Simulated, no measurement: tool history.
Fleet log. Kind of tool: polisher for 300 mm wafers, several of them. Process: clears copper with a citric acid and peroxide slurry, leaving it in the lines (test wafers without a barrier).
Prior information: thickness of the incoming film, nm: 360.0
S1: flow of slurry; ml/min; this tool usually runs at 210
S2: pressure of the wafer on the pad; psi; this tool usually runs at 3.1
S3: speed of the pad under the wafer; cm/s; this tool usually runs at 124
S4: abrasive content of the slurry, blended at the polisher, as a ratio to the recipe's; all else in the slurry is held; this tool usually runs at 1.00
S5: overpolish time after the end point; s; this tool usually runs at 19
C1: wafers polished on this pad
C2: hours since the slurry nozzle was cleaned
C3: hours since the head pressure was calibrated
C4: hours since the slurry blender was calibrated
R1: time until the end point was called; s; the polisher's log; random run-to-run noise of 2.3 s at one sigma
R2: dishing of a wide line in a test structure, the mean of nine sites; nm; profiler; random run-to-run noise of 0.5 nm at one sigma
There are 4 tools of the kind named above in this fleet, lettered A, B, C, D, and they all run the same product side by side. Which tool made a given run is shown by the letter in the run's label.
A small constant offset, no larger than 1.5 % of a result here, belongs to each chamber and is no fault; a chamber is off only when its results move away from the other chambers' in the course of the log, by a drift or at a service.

run 1C hour=5.9 | S1=210 S2=3.1 S3=124 S4=1.00 S5=19 | C1=472 C2=95.2 C3=764.4 C4=111.3 | R1=139.07 R2=34.016
-- hour=8.9 chamber C: worn pad replaced by a new one
-- hour=10.2 chamber A: head pressure recalibrated
run 2A hour=11.9 | S1=210 S2=3.1 S3=124 S4=1.00 S5=19 | C1=279 C2=256.9 C3=1.8 C4=29.9 | R1=137.34 R2=33.968
-- hour=15.0 chamber B: head pressure recalibrated
run 3D hour=18.1 | S1=210 S2=3.1 S3=124 S4=1.00 S5=19 | C1=653 C2=174.0 C3=43.0 C4=294.7 | R1=137.67 R2=34.204
-- hour=20.3 chamber B: worn pad replaced by a new one
run 4B hour=24.5 | S1=210 S2=3.1 S3=124 S4=1.00 S5=19 | C1=37 C2=296.1 C3=9.5 C4=147.1 | R1=138.47 R2=34.056
run 5B hour=27.6 | S1=210 S2=3.1 S3=124 S4=1.00 S5=19 | C1=64 C2=299.2 C3=12.6 C4=150.2 | R1=142.31 R2=35.039
run 6A hour=30.6 | S1=210 S2=3.1 S3=124 S4=1.00 S5=23 | C1=442 C2=275.6 C3=20.5 C4=48.6 | R1=138.73 R2=40.620
-- hour=33.9 chamber C: slurry blender recalibrated
-- hour=35.2 chamber D: slurry blender recalibrated
run 7C hour=36.1 | S1=210 S2=3.1 S3=124 S4=1.00 S5=23 | C1=238 C2=125.4 C3=794.6 C4=2.3 | R1=137.89 R2=40.137
run 8D hour=40.0 | S1=210 S2=3.1 S3=124 S4=1.00 S5=23 | C1=844 C2=195.9 C3=64.9 C4=4.8 | R1=142.43 R2=39.641
-- hour=42.1 chamber B: slurry blender recalibrated
run 9C hour=46.6 | S1=210 S2=3.1 S3=124 S4=1.00 S5=23 | C1=329 C2=135.9 C3=805.1 C4=12.8 | R1=141.99 R2=41.132
run 10D hour=51.9 | S1=210 S2=3.1 S3=124 S4=1.00 S5=19 | C1=948 C2=207.8 C3=76.8 C4=16.7 | R1=137.87 R2=34.202
run 11B hour=56.4 | S1=210 S2=3.1 S3=124 S4=1.00 S5=19 | C1=315 C2=328.0 C3=41.4 C4=14.4 | R1=136.25 R2=33.644
run 12A hour=61.4 | S1=210 S2=3.1 S3=124 S4=1.00 S5=19 | C1=711 C2=306.4 C3=51.3 C4=79.4 | R1=140.47 R2=33.866
run 13D hour=66.2 | S1=210 S2=3.1 S3=124 S4=1.00 S5=19 | C1=1073 C2=222.1 C3=91.1 C4=31.0 | R1=142.09 R2=34.263
-- hour=69.1 chamber C: worn pad replaced by a new one
run 14B hour=69.8 | S1=210 S2=3.1 S3=124 S4=1.00 S5=19 | C1=432 C2=341.4 C3=54.8 C4=27.8 | R1=137.37 R2=33.671
run 15A hour=76.6 | S1=210 S2=3.1 S3=124 S4=1.00 S5=19 | C1=843 C2=321.6 C3=66.5 C4=94.6 | R1=144.65 R2=33.259
-- hour=77.1 chamber D: worn pad replaced by a new one
run 16C hour=83.3 | S1=210 S2=3.1 S3=124 S4=1.00 S5=19 | C1=124 C2=172.6 C3=841.8 C4=49.5 | R1=139.21 R2=34.086
run 17C hour=89.6 | S1=210 S2=3.1 S3=124 S4=1.00 S5=19 | C1=179 C2=178.9 C3=848.1 C4=55.8 | R1=135.09 R2=35.055
run 18A hour=95.0 | S1=210 S2=3.1 S3=124 S4=1.00 S5=19 | C1=1004 C2=340.0 C3=84.9 C4=113.0 | R1=140.99 R2=34.359
run 19D hour=101.7 | S1=210 S2=3.1 S3=124 S4=1.00 S5=19 | C1=215 C2=257.6 C3=126.6 C4=66.5 | R1=135.88 R2=34.684
-- hour=103.1 chamber B: slurry nozzle cleaned
run 20B hour=106.6 | S1=210 S2=3.1 S3=124 S4=1.00 S5=19 | C1=753 C2=3.6 C3=91.6 C4=64.6 | R1=142.06 R2=33.786
run 21B hour=111.5 | S1=210 S2=3.1 S3=124 S4=1.00 S5=19 | C1=796 C2=8.5 C3=96.5 C4=69.5 | R1=134.94 R2=34.155
run 22A hour=116.1 | S1=210 S2=3.1 S3=124 S4=1.00 S5=19 | C1=1188 C2=361.1 C3=106.0 C4=134.1 | R1=140.69 R2=34.291
run 23C hour=122.0 | S1=210 S2=3.1 S3=124 S4=1.00 S5=19 | C1=461 C2=211.3 C3=880.5 C4=88.2 | R1=138.25 R2=34.066
run 24D hour=128.6 | S1=210 S2=3.1 S3=124 S4=1.00 S5=19 | C1=450 C2=284.5 C3=153.5 C4=93.4 | R1=139.72 R2=34.260
run 25A hour=133.5 | S1=210 S2=3.1 S3=124 S4=1.00 S5=19 | C1=1340 C2=378.5 C3=123.4 C4=151.5 | R1=137.57 R2=33.478
run 26B hour=138.1 | S1=210 S2=3.1 S3=124 S4=1.00 S5=19 | C1=1028 C2=35.1 C3=123.1 C4=96.1 | R1=139.20 R2=34.462
-- hour=138.5 chamber C: worn pad replaced by a new one
run 27D hour=144.3 | S1=210 S2=3.1 S3=124 S4=0.70 S5=19 | C1=587 C2=300.2 C3=169.2 C4=109.1 | R1=154.79 R2=31.527
-- hour=146.3 chamber A: worn pad replaced by a new one
run 28C hour=148.6 | S1=210 S2=3.1 S3=124 S4=0.70 S5=19 | C1=88 C2=237.9 C3=907.1 C4=114.8 | R1=154.72 R2=32.261
run 29A hour=152.4 | S1=210 S2=3.1 S3=124 S4=0.70 S5=19 | C1=53 C2=397.4 C3=142.3 C4=170.4 | R1=149.64 R2=31.821
run 30D hour=156.2 | S1=210 S2=3.1 S3=124 S4=0.70 S5=19 | C1=691 C2=312.1 C3=181.1 C4=121.0 | R1=151.30 R2=31.690
run 31C hour=159.8 | S1=210 S2=3.1 S3=124 S4=1.00 S5=19 | C1=186 C2=249.1 C3=918.3 C4=126.0 | R1=140.28 R2=34.802
run 32B hour=163.1 | S1=210 S2=3.1 S3=124 S4=1.00 S5=19 | C1=1247 C2=60.1 C3=148.1 C4=121.1 | R1=139.53 R2=34.621
-- hour=166.0 chamber B: worn pad replaced by a new one
run 33B hour=169.0 | S1=210 S2=3.1 S3=124 S4=1.00 S5=19 | C1=27 C2=66.0 C3=154.0 C4=127.0 | R1=140.31 R2=34.025
-- hour=170.8 chamber C: slurry blender recalibrated
run 34D hour=175.2 | S1=210 S2=3.1 S3=124 S4=1.00 S5=19 | C1=857 C2=331.1 C3=200.1 C4=140.0 | R1=140.56 R2=34.189
run 35C hour=180.2 | S1=210 S2=3.1 S3=124 S4=1.00 S5=19 | C1=364 C2=269.5 C3=938.7 C4=9.5 | R1=136.56 R2=34.441
run 36A hour=183.3 | S1=210 S2=3.1 S3=124 S4=1.00 S5=19 | C1=323 C2=428.3 C3=173.2 C4=201.3 | R1=139.41 R2=34.035
run 37B hour=187.2 | S1=210 S2=3.1 S3=124 S4=1.00 S5=19 | C1=185 C2=84.2 C3=172.2 C4=145.2 | R1=136.29 R2=33.759
run 38D hour=192.4 | S1=210 S2=3.1 S3=124 S4=1.00 S5=19 | C1=1007 C2=348.3 C3=217.3 C4=157.2 | R1=132.92 R2=34.171
run 39A hour=197.5 | S1=210 S2=3.1 S3=124 S4=1.00 S5=19 | C1=447 C2=442.5 C3=187.4 C4=215.5 | R1=142.00 R2=33.541
-- hour=202.4 chamber C: worn pad replaced by a new one
run 40C hour=204.0 | S1=210 S2=3.1 S3=124 S4=1.00 S5=19 | C1=14 C2=293.3 C3=962.5 C4=33.3 | R1=137.55 R2=35.033

Has any chamber moved away from the others, gradually or after a service, or does the common gauge drift, or do the chambers differ only by their own small steady offsets? State the chamber and the most likely cause if one applies.

Nothing is wrong: each chamber keeps only its own small, steady offset and the gauge holds still.
